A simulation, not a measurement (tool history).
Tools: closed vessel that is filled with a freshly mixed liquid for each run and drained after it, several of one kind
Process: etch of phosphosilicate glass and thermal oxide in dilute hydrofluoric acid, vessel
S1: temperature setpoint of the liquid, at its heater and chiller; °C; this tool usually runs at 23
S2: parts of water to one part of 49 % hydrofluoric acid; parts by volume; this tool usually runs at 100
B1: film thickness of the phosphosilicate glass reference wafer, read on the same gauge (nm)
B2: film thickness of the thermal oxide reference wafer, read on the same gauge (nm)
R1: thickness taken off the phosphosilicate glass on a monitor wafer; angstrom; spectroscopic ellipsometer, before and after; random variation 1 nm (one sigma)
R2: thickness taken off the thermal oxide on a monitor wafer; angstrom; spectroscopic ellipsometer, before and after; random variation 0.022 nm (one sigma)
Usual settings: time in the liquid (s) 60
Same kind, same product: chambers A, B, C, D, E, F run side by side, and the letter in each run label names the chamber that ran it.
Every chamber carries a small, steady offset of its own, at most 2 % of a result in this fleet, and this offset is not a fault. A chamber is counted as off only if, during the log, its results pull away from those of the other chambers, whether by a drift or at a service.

run 1E hour=5.7 | S1=23 S2=100 time_in_the_liquid_(s)=60 | B1=30.014 B2=79.953 | R1=1149.1 R2=28.206
run 2A hour=10.2 | S1=23 S2=100 time_in_the_liquid_(s)=60 | B1=29.986 B2=79.997 | R1=1162.4 R2=28.753
run 3C hour=17.9 | S1=23 S2=100 time_in_the_liquid_(s)=60 | B1=29.98 B2=79.997 | R1=1155 R2=28.171
run 4D hour=22 | S1=23 S2=100 time_in_the_liquid_(s)=60 | B1=29.991 B2=80.026 | R1=1128.9 R2=28.549
run 5B hour=28.4 | S1=23 S2=100 time_in_the_liquid_(s)=60 | B1=29.962 B2=80.028 | R1=1148.5 R2=28.153
run 6F hour=33.3 | S1=23 S2=100 time_in_the_liquid_(s)=60 | B1=29.997 B2=79.993 | R1=1167.5 R2=28.613
run 7E hour=38.7 | S1=23 S2=100 time_in_the_liquid_(s)=60 | B1=30.008 B2=79.975 | R1=1158.9 R2=28.537
run 8D hour=42.5 | S1=23 S2=100 time_in_the_liquid_(s)=60 | B1=30.001 B2=80.034 | R1=1117.8 R2=28.326
run 9A hour=46.8 | S1=23 S2=100 time_in_the_liquid_(s)=60 | B1=29.989 B2=79.991 | R1=1152.3 R2=28.855
run 10F hour=50.8 | S1=23 S2=100 time_in_the_liquid_(s)=60 | B1=30 B2=79.947 | R1=1163.5 R2=28.118
run 11B hour=55.2 | S1=23 S2=100 time_in_the_liquid_(s)=60 | B1=30.009 B2=80.005 | R1=1160.4 R2=27.988
run 12C hour=59.3 | S1=23 S2=100 time_in_the_liquid_(s)=60 | B1=29.994 B2=80.025 | R1=1147.6 R2=28.262
run 13F hour=65 | S1=23 S2=100 time_in_the_liquid_(s)=60 | B1=30.016 B2=79.964 | R1=1164.1 R2=28.224
run 14A hour=68.4 | S1=23 S2=100 time_in_the_liquid_(s)=60 | B1=29.977 B2=79.974 | R1=1187.5 R2=28.655
-- hour=69.9 chamber F: hydrofluoric acid flow meter replaced
run 15B hour=76 | S1=23 S2=100 time_in_the_liquid_(s)=60 | B1=30.01 B2=79.996 | R1=1159 R2=28.137
run 16E hour=82.1 | S1=23 S2=100 time_in_the_liquid_(s)=60 | B1=30.026 B2=79.994 | R1=1140.9 R2=28.126
run 17D hour=88.9 | S1=23 S2=100 time_in_the_liquid_(s)=60 | B1=29.992 B2=79.958 | R1=1120.4 R2=28.585
run 18C hour=94.2 | S1=23 S2=100 time_in_the_liquid_(s)=60 | B1=30.013 B2=79.999 | R1=1152.6 R2=28.22
run 19D hour=100.2 | S1=23 S2=100 time_in_the_liquid_(s)=60 | B1=29.989 B2=80.026 | R1=1122.4 R2=28.804
run 20A hour=103.9 | S1=23 S2=100 time_in_the_liquid_(s)=60 | B1=29.984 B2=79.92 | R1=1176.4 R2=28.922
run 21F hour=109.9 | S1=23 S2=100 time_in_the_liquid_(s)=60 | B1=30.008 B2=80.011 | R1=1160.2 R2=28.015
run 22B hour=114.2 | S1=19.5 S2=125 time_in_the_liquid_(s)=60 | B1=30.031 B2=80.032 | R1=776.63 R2=18.746
run 23E hour=121.4 | S1=19.5 S2=125 time_in_the_liquid_(s)=60 | B1=29.987 B2=79.976 | R1=772.57 R2=19.212
run 24C hour=125.3 | S1=19.5 S2=125 time_in_the_liquid_(s)=60 | B1=29.999 B2=79.991 | R1=791.7 R2=18.905
run 25E hour=130.9 | S1=19.5 S2=125 time_in_the_liquid_(s)=60 | B1=29.975 B2=79.993 | R1=779.27 R2=18.998
run 26D hour=135.7 | S1=19.5 S2=125 time_in_the_liquid_(s)=60 | B1=29.973 B2=79.982 | R1=767.73 R2=18.912
run 27C hour=141.3 | S1=19.5 S2=125 time_in_the_liquid_(s)=60 | B1=30 B2=79.996 | R1=757.49 R2=19.211
run 28F hour=145.5 | S1=23 S2=100 time_in_the_liquid_(s)=60 | B1=29.991 B2=79.985 | R1=1151.6 R2=28.03
run 29A hour=153.2 | S1=23 S2=100 time_in_the_liquid_(s)=60 | B1=29.987 B2=80.007 | R1=1169.7 R2=28.099
run 30B hour=157.5 | S1=23 S2=100 time_in_the_liquid_(s)=60 | B1=29.985 B2=80.055 | R1=1159.6 R2=28.163
run 31E hour=162.7 | S1=23 S2=100 time_in_the_liquid_(s)=60 | B1=29.987 B2=80.019 | R1=1152.9 R2=27.975
run 32D hour=167.6 | S1=23 S2=100 time_in_the_liquid_(s)=60 | B1=29.995 B2=79.954 | R1=1137.5 R2=28.51
-- hour=169.9 chamber A: hydrofluoric acid flow meter replaced
run 33F hour=172 | S1=23 S2=100 time_in_the_liquid_(s)=60 | B1=29.984 B2=80.033 | R1=1156.1 R2=28.454
run 34B hour=176 | S1=23 S2=100 time_in_the_liquid_(s)=60 | B1=29.988 B2=79.994 | R1=1168.3 R2=28.246
run 35A hour=183.9 | S1=23 S2=100 time_in_the_liquid_(s)=60 | B1=29.977 B2=80.031 | R1=1168.7 R2=28.439
run 36C hour=191.2 | S1=23 S2=100 time_in_the_liquid_(s)=60 | B1=29.991 B2=79.983 | R1=1170.7 R2=28.338
run 37E hour=196.5 | S1=23 S2=100 time_in_the_liquid_(s)=60 | B1=29.979 B2=80.032 | R1=1151.1 R2=28.383
run 38F hour=203.2 | S1=23 S2=100 time_in_the_liquid_(s)=60 | B1=29.999 B2=80.014 | R1=1162.1 R2=28.12
run 39A hour=207.3 | S1=23 S2=100 time_in_the_liquid_(s)=60 | B1=30.005 B2=79.972 | R1=1158.3 R2=28.767
run 40C hour=214.4 | S1=23 S2=145 time_in_the_liquid_(s)=35 | B1=29.962 B2=79.955 | R1=437.54 R2=10.756
run 41D hour=218.9 | S1=23 S2=145 time_in_the_liquid_(s)=35 | B1=30.014 B2=79.998 | R1=434.56 R2=11.07
run 42B hour=224 | S1=23 S2=145 time_in_the_liquid_(s)=35 | B1=29.97 B2=79.976 | R1=441.72 R2=10.673

Which is it: a chamber that has drifted or been left off by a service, a gauge drift common to all chambers, or only each chamber's usual small offset? If a chamber is off, name it and its likeliest cause.

Beyond each chamber's small constant offset nothing stands out, and the gauge stays steady.

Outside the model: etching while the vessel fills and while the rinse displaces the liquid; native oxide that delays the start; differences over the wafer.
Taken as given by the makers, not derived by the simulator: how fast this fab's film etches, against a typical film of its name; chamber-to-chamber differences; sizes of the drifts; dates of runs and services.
